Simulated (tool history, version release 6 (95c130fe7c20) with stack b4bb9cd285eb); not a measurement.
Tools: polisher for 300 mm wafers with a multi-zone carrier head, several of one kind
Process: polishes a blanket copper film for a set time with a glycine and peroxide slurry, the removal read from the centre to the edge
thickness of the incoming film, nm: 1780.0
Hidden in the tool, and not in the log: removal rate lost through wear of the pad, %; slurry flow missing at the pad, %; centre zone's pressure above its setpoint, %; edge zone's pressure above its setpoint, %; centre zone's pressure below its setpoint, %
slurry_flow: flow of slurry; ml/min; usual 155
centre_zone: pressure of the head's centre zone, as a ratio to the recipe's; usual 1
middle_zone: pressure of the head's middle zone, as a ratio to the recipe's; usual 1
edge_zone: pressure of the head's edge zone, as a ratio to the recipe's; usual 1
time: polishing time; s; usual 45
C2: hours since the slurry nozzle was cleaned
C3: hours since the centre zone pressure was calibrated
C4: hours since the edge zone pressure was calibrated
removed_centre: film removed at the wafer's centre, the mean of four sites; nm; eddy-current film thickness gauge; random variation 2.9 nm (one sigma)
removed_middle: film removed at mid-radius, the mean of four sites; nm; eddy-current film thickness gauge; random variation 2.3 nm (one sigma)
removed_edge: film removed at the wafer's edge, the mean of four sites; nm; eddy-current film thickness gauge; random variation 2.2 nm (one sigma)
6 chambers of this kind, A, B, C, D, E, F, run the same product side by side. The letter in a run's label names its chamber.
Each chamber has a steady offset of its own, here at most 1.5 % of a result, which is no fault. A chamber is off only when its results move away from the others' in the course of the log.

Run 1B, hour 12.2: usual settings; wafers polished on this pad 559; C2 533.8; C3 815.4; C4 525.6. Result: removed_centre 192.92 nm, removed_middle 193.61 nm, removed_edge 194.58 nm.
At hour 14.9: chamber F: worn pad replaced by a new one.
Run 2E, hour 22: usual settings; wafers polished on this pad 811; C2 365.7; C3 365.2; C4 735.9. Result: removed_centre 197.24 nm, removed_middle 200.71 nm, removed_edge 192.4 nm.
Run 3A, hour 30.2: usual settings; wafers polished on this pad 627; C2 268.4; C3 38.6; C4 368.2. Result: removed_centre 191.46 nm, removed_middle 195.71 nm, removed_edge 199.6 nm.
At hour 39.5: chamber E: worn pad replaced by a new one.
Run 4D, hour 42.2: usual settings; wafers polished on this pad 810; C2 400.2; C3 567.1; C4 301.8. Result: removed_centre 192.78 nm, removed_middle 197.93 nm, removed_edge 196.52 nm.
Run 5C, hour 50: usual settings; wafers polished on this pad 775; C2 170.5; C3 932.6; C4 354.2. Result: removed_centre 195.67 nm, removed_middle 197.66 nm, removed_edge 191.42 nm.
At hour 55.6: chamber D: worn pad replaced by a new one.
At hour 58.6: chamber B: worn pad replaced by a new one.
Run 6F, hour 61.5: usual settings; wafers polished on this pad 517; C2 522.1; C3 322.1; C4 358.4. Result: removed_centre 195.06 nm, removed_middle 196.6 nm, removed_edge 198.39 nm.
At hour 66.8: chamber A: worn pad replaced by a new one.
At hour 73: chamber F: slurry nozzle cleaned.
Run 7E, hour 73.9: usual settings; wafers polished on this pad 381; C2 417.6; C3 417.1; C4 787.8. Result: removed_centre 193.57 nm, removed_middle 194.04 nm, removed_edge 194.86 nm.
Run 8F, hour 83.8: usual settings; wafers polished on this pad 765; C2 10.9; C3 344.4; C4 380.7. Result: removed_centre 198.2 nm, removed_middle 196.87 nm, removed_edge 194.98 nm.
Run 9A, hour 92.3: usual settings; wafers polished on this pad 283; C2 330.5; C3 100.7; C4 430.3. Result: removed_centre 190.44 nm, removed_middle 194.02 nm, removed_edge 196.38 nm.
At hour 97.3: chamber B: centre zone pressure recalibrated.
Run 10D, hour 103.1: usual settings; wafers polished on this pad 527; C2 461.1; C3 628; C4 362.7. Result: removed_centre 194.98 nm, removed_middle 192.61 nm, removed_edge 198.67 nm.
At hour 114.9: chamber F: worn pad replaced by a new one.
Run 11C, hour 115.1: usual settings; wafers polished on this pad 1497; C2 235.6; C3 997.7; C4 419.3. Result: removed_centre 193.57 nm, removed_middle 194.63 nm, removed_edge 195.26 nm.
At hour 128.3: chamber C: worn pad replaced by a new one.
Run 12B, hour 129.8: usual settings; wafers polished on this pad 789; C2 651.4; C3 32.6; C4 643.2. Result: removed_centre 191.91 nm, removed_middle 194.23 nm, removed_edge 198.29 nm.
At hour 133: chamber E: worn pad replaced by a new one.
At hour 137.9: chamber C: slurry nozzle cleaned.
At hour 138.7: chamber F: centre zone pressure recalibrated.
Run 13F, hour 140.2: usual settings; wafers polished on this pad 281; C2 67.3; C3 1.5; C4 437.1. Result: removed_centre 198.56 nm, removed_middle 198.79 nm, removed_edge 198.38 nm.
At hour 145.9: chamber B: worn pad replaced by a new one.
At hour 146.2: chamber D: worn pad replaced by a new one.
Run 14C, hour 153.9: usual settings; wafers polished on this pad 284; C2 16; C3 1036.5; C4 458.1. Result: removed_centre 192.71 nm, removed_middle 198.04 nm, removed_edge 194.86 nm.
At hour 155.9: chamber A: worn pad replaced by a new one.
At hour 157.7: chamber E: edge zone pressure recalibrated.
Run 15D, hour 166.9: usual settings; wafers polished on this pad 229; C2 524.9; C3 691.8; C4 426.5. Result: removed_centre 193.47 nm, removed_middle 190.2 nm, removed_edge 195.18 nm.
Run 16B, hour 174.9: usual settings; wafers polished on this pad 322; C2 696.5; C3 77.7; C4 688.3. Result: removed_centre 191.92 nm, removed_middle 191.45 nm, removed_edge 192.44 nm.
At hour 177.2: chamber C: centre zone pressure recalibrated.
Run 17A, hour 187.9: usual settings; wafers polished on this pad 355; C2 426.1; C3 196.3; C4 525.9. Result: removed_centre 194.68 nm, removed_middle 190.92 nm, removed_edge 193.02 nm.
Run 18E, hour 199.7: usual settings; wafers polished on this pad 740; C2 543.4; C3 542.9; C4 42. Result: removed_centre 202.83 nm, removed_middle 197.58 nm, removed_edge 195.34 nm.
At hour 208.2: chamber F: worn pad replaced by a new one.
Run 19A, hour 208.8: usual settings; wafers polished on this pad 587; C2 447; C3 217.2; C4 546.8. Result: removed_centre 197.6 nm, removed_middle 193.58 nm, removed_edge 197.74 nm.
At hour 211.7: chamber E: worn pad replaced by a new one.
Run 20C, hour 217.5: usual settings; wafers polished on this pad 989; C2 79.6; C3 40.4; C4 521.7. Result: removed_centre 196.6 nm, removed_middle 193.31 nm, removed_edge 197.84 nm.
At hour 223.3: chamber D: worn pad replaced by a new one.
Run 21E, hour 229: usual settings but edge_zone 1.05; wafers polished on this pad 192; C2 572.7; C3 572.2; C4 71.3. Result: removed_centre 194.48 nm, removed_middle 196.7 nm, removed_edge 197.73 nm.
At hour 235: chamber A: worn pad replaced by a new one.
Run 22B, hour 239.4: usual settings but edge_zone 1.05; wafers polished on this pad 1037; C2 761; C3 142.2; C4 752.8. Result: removed_centre 195.18 nm, removed_middle 197.77 nm, removed_edge 202.47 nm.
At hour 245.2: chamber B: worn pad replaced by a new one.
Run 23D, hour 248.9: usual settings but edge_zone 1.05; wafers polished on this pad 285; C2 606.9; C3 773.8; C4 508.5. Result: removed_centre 187.18 nm, removed_middle 189.95 nm, removed_edge 194.25 nm.
At hour 252.1: chamber B: slurry nozzle cleaned.
Run 24F, hour 261.8: usual settings but edge_zone 1.05; wafers polished on this pad 594; C2 188.9; C3 123.1; C4 558.7. Result: removed_centre 196.19 nm, removed_middle 196.89 nm, removed_edge 198.98 nm.
At hour 268.3: chamber C: worn pad replaced by a new one.
Run 25C, hour 268.7: usual settings but edge_zone 1.05; wafers polished on this pad 5; C2 130.8; C3 91.6; C4 572.9. Result: removed_centre 199.28 nm, removed_middle 196.51 nm, removed_edge 204.1 nm.
Run 26B, hour 280.7: usual settings but edge_zone 1.05; wafers polished on this pad 394; C2 28.6; C3 183.5; C4 794.1. Result: removed_centre 190.32 nm, removed_middle 197.29 nm, removed_edge 201.59 nm.
At hour 287.6: chamber E: worn pad replaced by a new one.
At hour 294.4: chamber D: edge zone pressure recalibrated.
Run 27F, hour 294.9: usual settings; wafers polished on this pad 961; C2 222; C3 156.2; C4 591.8. Result: removed_centre 193.91 nm, removed_middle 191.52 nm, removed_edge 197.09 nm.
At hour 299.5: chamber D: worn pad replaced by a new one.
At hour 306.4: chamber F: worn pad replaced by a new one.
Run 28E, hour 309.7: usual settings; wafers polished on this pad 245; C2 653.4; C3 652.9; C4 152. Result: removed_centre 193.92 nm, removed_middle 196.62 nm, removed_edge 193.82 nm.
At hour 314.6: chamber F: edge zone pressure recalibrated.
At hour 321.4: chamber A: worn pad replaced by a new one.
Run 29D, hour 323.4: usual settings; wafers polished on this pad 265; C2 681.4; C3 848.3; C4 29. Result: removed_centre 187.93 nm, removed_middle 185.43 nm, removed_edge 186.12 nm.
Run 30A, hour 335.1: usual settings but slurry_flow 185 ml/min, centre_zone 0.9; wafers polished on this pad 152; C2 573.3; C3 343.5; C4 673.1. Result: removed_centre 177.88 nm, removed_middle 198.33 nm, removed_edge 198.68 nm.
Run 31D, hour 345.5: usual settings but slurry_flow 185 ml/min, centre_zone 0.9; wafers polished on this pad 510; C2 703.5; C3 870.4; C4 51.1. Result: removed_centre 168.09 nm, removed_middle 186.73 nm, removed_edge 191.53 nm.
At hour 351.2: chamber B: worn pad replaced by a new one.
Run 32C, hour 357: usual settings but slurry_flow 185 ml/min, centre_zone 0.9; wafers polished on this pad 984; C2 219.1; C3 179.9; C4 661.2. Result: removed_centre 177.38 nm, removed_middle 198.98 nm, removed_edge 200.21 nm.
At hour 362.5: chamber E: slurry nozzle cleaned.
Run 33B, hour 372.3: usual settings but slurry_flow 185 ml/min, centre_zone 0.9; wafers polished on this pad 234; C2 120.2; C3 275.1; C4 885.7. Result: removed_centre 178.03 nm, removed_middle 199.34 nm, removed_edge 200.14 nm.
At hour 374.1: chamber A: slurry nozzle cleaned.
At hour 374.8: chamber E: worn pad replaced by a new one.
Run 34A, hour 385.8: usual settings but slurry_flow 185 ml/min, centre_zone 0.9; wafers polished on this pad 714; C2 11.8; C3 394.2; C4 723.8. Result: removed_centre 178.03 nm, removed_middle 204.22 nm, removed_edge 200.43 nm.
At hour 386.4: chamber F: worn pad replaced by a new one.
Run 35F, hour 396.2: usual settings but slurry_flow 185 ml/min, centre_zone 0.9; wafers polished on this pad 109; C2 323.3; C3 257.5; C4 81.7. Result: removed_centre 177.42 nm, removed_middle 204.89 nm, removed_edge 202.55 nm.
At hour 396.3: chamber D: worn pad replaced by a new one.
At hour 401.7: chamber C: worn pad replaced by a new one.
Run 36E, hour 403.2: usual settings; wafers polished on this pad 315; C2 40.7; C3 746.4; C4 245.5. Result: removed_centre 198.9 nm, removed_middle 202.96 nm, removed_edge 192.59 nm.
Run 37C, hour 412.2: usual settings; wafers polished on this pad 116; C2 274.3; C3 235.1; C4 716.4. Result: removed_centre 197.2 nm, removed_middle 195.11 nm, removed_edge 192.95 nm.
Run 38D, hour 421.7: usual settings; wafers polished on this pad 282; C2 779.7; C3 946.6; C4 127.3. Result: removed_centre 178.92 nm, removed_middle 176.06 nm, removed_edge 179.04 nm.

All 6 chambers run these settings next. Forecast each chamber's results:
Run 39A, hour 432.6: usual settings but centre_zone 1.05. Result: removed_centre ?, removed_middle ?, removed_edge ?.
Run 39B, hour 432.6: usual settings but centre_zone 1.05. Result: removed_centre ?, removed_middle ?, removed_edge ?.
Run 39C, hour 432.6: usual settings but centre_zone 1.05. Result: removed_centre ?, removed_middle ?, removed_edge ?.
Run 39D, hour 432.6: usual settings but centre_zone 1.05. Result: removed_centre ?, removed_middle ?, removed_edge ?.
Run 39E, hour 432.6: usual settings but centre_zone 1.05. Result: removed_centre ?, removed_middle ?, removed_edge ?.
Run 39F, hour 432.6: usual settings but centre_zone 1.05. Result: removed_centre ?, removed_middle ?, removed_edge ?.

run  removed_centre  removed_middle  removed_edge
39A          208.52          198.16        195.17
39B          199.33          195.52        194.62
39C           208.3          196.01        188.87
39D          182.26          170.57         180.8
39E          211.31          201.01        193.12
39F           206.8           192.9         192.2

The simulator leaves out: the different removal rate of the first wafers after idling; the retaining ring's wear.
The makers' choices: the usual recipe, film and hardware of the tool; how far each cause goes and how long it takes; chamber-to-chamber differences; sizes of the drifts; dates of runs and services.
